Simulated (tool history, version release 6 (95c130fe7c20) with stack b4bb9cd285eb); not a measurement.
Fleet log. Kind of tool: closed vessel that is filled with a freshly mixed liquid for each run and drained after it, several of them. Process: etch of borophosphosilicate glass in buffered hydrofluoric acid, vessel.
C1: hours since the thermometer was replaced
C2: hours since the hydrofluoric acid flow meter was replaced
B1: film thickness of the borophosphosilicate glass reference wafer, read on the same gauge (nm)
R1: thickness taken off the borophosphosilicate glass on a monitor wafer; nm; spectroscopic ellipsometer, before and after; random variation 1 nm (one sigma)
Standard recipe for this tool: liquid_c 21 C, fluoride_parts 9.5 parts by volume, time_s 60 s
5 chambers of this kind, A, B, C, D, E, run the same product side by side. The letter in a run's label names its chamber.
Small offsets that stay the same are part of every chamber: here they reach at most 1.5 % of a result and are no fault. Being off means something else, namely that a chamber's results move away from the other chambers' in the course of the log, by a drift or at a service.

run 1D day=0.15 | liquid_c=21 fluoride_parts=9.5 time_s=60 | C1=537.2 C2=915.9 | B1=130 | R1=121.11
run 2E day=0.383 | liquid_c=21 fluoride_parts=9.5 time_s=60 | C1=794.2 C2=731 | B1=130 | R1=122.7
run 3C day=0.55 | liquid_c=21 fluoride_parts=9.5 time_s=60 | C1=1072 C2=926.6 | B1=130.01 | R1=119.05
run 4A day=0.762 | liquid_c=21 fluoride_parts=9.5 time_s=60 | C1=1092.6 C2=303.9 | B1=130.02 | R1=120.24
-- day=0.775 chamber C: hydrofluoric acid flow meter replaced
run 5B day=0.9 | liquid_c=21 fluoride_parts=9.5 time_s=60 | C1=339.5 C2=1431.4 | B1=129.99 | R1=120.34
run 6D day=1.104 | liquid_c=21 fluoride_parts=9.5 time_s=60 | C1=560.1 C2=938.8 | B1=130.02 | R1=120.84
run 7B day=1.296 | liquid_c=21 fluoride_parts=6.5 time_s=60 | C1=349 C2=1440.9 | B1=129.97 | R1=173.65
run 8C day=1.45 | liquid_c=21 fluoride_parts=6.5 time_s=60 | C1=1093.6 C2=16.2 | B1=130.04 | R1=177.27
run 9A day=1.558 | liquid_c=21 fluoride_parts=6.5 time_s=60 | C1=1111.7 C2=323 | B1=129.99 | R1=178.17
run 10E day=1.704 | liquid_c=21 fluoride_parts=6.5 time_s=60 | C1=825.9 C2=762.7 | B1=130 | R1=178.23
run 11E day=1.917 | liquid_c=21 fluoride_parts=6.5 time_s=60 | C1=831 C2=767.8 | B1=130 | R1=175.18
run 12B day=2.021 | liquid_c=21 fluoride_parts=9.5 time_s=60 | C1=366.4 C2=1458.3 | B1=129.98 | R1=120.28
-- day=2.154 chamber D: hydrofluoric acid flow meter replaced
run 13C day=2.212 | liquid_c=21 fluoride_parts=9.5 time_s=60 | C1=1111.9 C2=34.5 | B1=129.99 | R1=121.56
run 14A day=2.45 | liquid_c=21 fluoride_parts=13 time_s=60 | C1=1133.1 C2=344.4 | B1=130 | R1=91.689
run 15D day=2.6 | liquid_c=21 fluoride_parts=13 time_s=60 | C1=596 C2=10.8 | B1=130.01 | R1=89.546
run 16E day=2.754 | liquid_c=21 fluoride_parts=13 time_s=60 | C1=851.1 C2=787.9 | B1=129.98 | R1=89.953
run 17B day=2.879 | liquid_c=21 fluoride_parts=13 time_s=60 | C1=387 C2=1478.9 | B1=129.99 | R1=89.275
run 18A day=3.079 | liquid_c=21 fluoride_parts=13 time_s=60 | C1=1148.2 C2=359.5 | B1=130.04 | R1=94.463
run 19C day=3.258 | liquid_c=21 fluoride_parts=9.5 time_s=60 | C1=1137 C2=59.6 | B1=130 | R1=120.26
run 20D day=3.408 | liquid_c=21 fluoride_parts=9.5 time_s=60 | C1=615.4 C2=30.2 | B1=130 | R1=117.81
run 21A day=3.567 | liquid_c=21 fluoride_parts=13 time_s=60 | C1=1159.9 C2=371.2 | B1=130.02 | R1=93.944
run 22D day=3.704 | liquid_c=21 fluoride_parts=13 time_s=60 | C1=622.5 C2=37.3 | B1=130.01 | R1=89.892
-- day=3.838 chamber D: thermometer replaced
run 23C day=3.946 | liquid_c=21 fluoride_parts=13 time_s=60 | C1=1153.5 C2=76.1 | B1=130 | R1=90.035
run 24E day=4.188 | liquid_c=21 fluoride_parts=13 time_s=60 | C1=885.5 C2=822.3 | B1=130.04 | R1=91.495
run 25B day=4.425 | liquid_c=21 fluoride_parts=13 time_s=60 | C1=424.1 C2=1516 | B1=130.02 | R1=88.695
run 26B day=4.588 | liquid_c=21 fluoride_parts=9.5 time_s=60 | C1=428 C2=1519.9 | B1=130.02 | R1=119.65
run 27A day=4.812 | liquid_c=21 fluoride_parts=9.5 time_s=60 | C1=1189.8 C2=401.1 | B1=130.01 | R1=129.05
run 28C day=4.942 | liquid_c=21 fluoride_parts=9.5 time_s=60 | C1=1177.4 C2=100 | B1=130.01 | R1=120.85
run 29D day=5.133 | liquid_c=21 fluoride_parts=9.5 time_s=60 | C1=31.1 C2=71.6 | B1=129.99 | R1=119.47
run 30E day=5.371 | liquid_c=21 fluoride_parts=9.5 time_s=60 | C1=913.9 C2=850.7 | B1=130 | R1=122.67
run 31E day=5.483 | liquid_c=21 fluoride_parts=9.5 time_s=60 | C1=916.6 C2=853.4 | B1=130.01 | R1=121.66

For the next run the whole fleet of 5 chambers uses the same settings. Give each chamber's results:
run 32A day=5.658 | liquid_c=21 fluoride_parts=9.5 time_s=75 | R1=?
run 32B day=5.658 | liquid_c=21 fluoride_parts=9.5 time_s=75 | R1=?
run 32C day=5.658 | liquid_c=21 fluoride_parts=9.5 time_s=75 | R1=?
run 32D day=5.658 | liquid_c=21 fluoride_parts=9.5 time_s=75 | R1=?
run 32E day=5.658 | liquid_c=21 fluoride_parts=9.5 time_s=75 | R1=?

run=32A R1=161.49
run=32B R1=148.84
run=32C R1=153.05
run=32D R1=148.29
run=32E R1=154.23
